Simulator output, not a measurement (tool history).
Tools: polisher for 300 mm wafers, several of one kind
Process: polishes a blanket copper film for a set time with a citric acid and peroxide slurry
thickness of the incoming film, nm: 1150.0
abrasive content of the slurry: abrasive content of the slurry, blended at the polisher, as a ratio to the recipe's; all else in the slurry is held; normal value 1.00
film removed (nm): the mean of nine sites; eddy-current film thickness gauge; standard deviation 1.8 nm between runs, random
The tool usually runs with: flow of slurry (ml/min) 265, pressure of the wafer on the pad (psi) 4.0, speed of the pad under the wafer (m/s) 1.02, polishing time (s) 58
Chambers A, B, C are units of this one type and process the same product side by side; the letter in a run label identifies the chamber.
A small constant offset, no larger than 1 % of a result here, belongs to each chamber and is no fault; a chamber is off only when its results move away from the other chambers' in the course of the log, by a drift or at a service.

run	hour	flow of slurry (ml/min)	pressure of the wafer on the pad (psi)	speed of the pad under the wafer (m/s)	abrasive content of the slurry	polishing time (s)	wafers polished on this pad	hours since the slurry nozzle was cleaned	hours since the head pressure was calibrated	hours since the slurry blender was calibrated	film removed (nm)
1A	3.4	265	4.0	1.02	1.00	58	389	670.8	406.0	51.4	146.02
2C	8.0	265	4.0	1.02	1.00	58	534	415.8	456.7	196.8	145.32
3B	12.6	265	4.0	1.02	1.00	58	780	54.4	233.6	316.9	147.71
4A	15.7	265	4.0	1.02	1.00	58	509	683.1	418.3	63.7	149.50
5B	18.5	355	4.0	1.02	1.00	41	837	60.3	239.5	322.8	106.05
6C	21.6	355	4.0	1.02	1.00	41	666	429.4	470.3	210.4	104.99
7B	25.6	355	4.0	1.02	1.00	41	906	67.4	246.6	329.9	106.39
8A	30.3	265	4.0	1.02	1.00	58	651	697.7	432.9	78.3	146.01
9C	32.8	265	4.0	1.02	1.00	58	774	440.6	481.5	221.6	148.26
10B	37.0	265	4.0	1.02	1.00	58	1017	78.8	258.0	341.3	150.65
11C	41.4	265	4.0	1.02	1.00	58	858	449.2	490.1	230.2	146.44
12A	43.7	265	4.0	1.02	1.00	58	781	711.1	446.3	91.7	145.37
13A	48.5	265	4.0	1.02	1.00	58	827	715.9	451.1	96.5	143.15
14B	52.7	265	4.0	1.02	1.00	58	1169	94.5	273.7	357.0	148.05
15C	57.5	320	4.0	1.02	1.10	58	1014	465.3	506.2	246.3	153.60
16A	60.5	320	4.0	1.02	1.10	58	944	727.9	463.1	108.5	144.67
17C	62.7	320	4.0	1.02	1.10	58	1065	470.5	511.4	251.5	152.03
18B	66.0	325	4.0	0.80	1.00	58	1298	107.8	287.0	370.3	120.29
# hour 70.3: chamber B: worn pad replaced by a new one
19C	70.3	325	4.0	0.80	1.00	58	1139	478.1	519.0	259.1	117.60
20B	72.6	325	4.0	0.80	1.00	58	22	114.4	293.6	376.9	120.60
# hour 73.7: chamber A: slurry blender recalibrated
21A	75.4	265	2.9	1.02	1.00	58	1089	742.8	478.0	1.7	103.82
# hour 76.7: chamber C: slurry blender recalibrated
22C	78.3	265	2.9	1.02	1.00	58	1217	486.1	527.0	1.6	106.00
# hour 78.5: chamber A: slurry nozzle cleaned
23B	83.1	265	2.9	1.02	1.00	58	124	124.9	304.1	387.4	109.55
24A	87.5	265	4.0	1.02	1.00	58	1206	9.0	490.1	13.8	136.91
25B	90.2	265	4.0	1.02	1.00	58	193	132.0	311.2	394.5	151.93
26A	93.3	265	4.0	1.02	1.00	58	1263	14.8	495.9	19.6	131.67
27C	98.0	265	4.0	1.02	1.00	58	1408	505.8	546.7	21.3	143.79
28A	100.8	265	4.0	1.02	1.00	47	1335	22.3	503.4	27.1	109.81
# hour 102.7: chamber C: worn pad replaced by a new one
29B	105.4	265	4.0	1.02	1.00	47	341	147.2	326.4	409.7	121.08
30C	110.1	265	4.0	1.02	1.00	47	72	517.9	558.8	33.4	119.01

Is one chamber off against the others, does the gauge drift, or is nothing wrong? If a chamber is off, say which, and what the likeliest cause is.

Little by little, chamber A moves away from the other chambers.
Cause: head's pressure below its setpoint, % = 12.2.
The log might look much the same if the cause were instead: removal rate lost through wear of the pad, %.

Below are 4 candidate recipes for chamber A's next run, each the usual settings with a change, their results shown as question marks. Which of them brings A's results back in line with what the other chambers give on the usual settings?
Allowed miss from the other chambers' usual-settings mean, per result, to count as in line: film removed (nm) 6.500
31A-1	113.7	270	4.6	1.18	1.00	58					?
31A-2	113.7	270	4.0	1.16	1.00	58					?
31A-3	113.7	260	3.6	0.92	1.00	53					?
31A-4	113.7	265	4.0	1.02	1.00	50					?

The other chambers' mean on the usual settings: film removed (nm) 147.510
run	film removed (nm)
31A-1	170.750
31A-2	146.530
31A-3	96.089
31A-4	111.200
It is 31A-2 that realigns the chamber with its peers.

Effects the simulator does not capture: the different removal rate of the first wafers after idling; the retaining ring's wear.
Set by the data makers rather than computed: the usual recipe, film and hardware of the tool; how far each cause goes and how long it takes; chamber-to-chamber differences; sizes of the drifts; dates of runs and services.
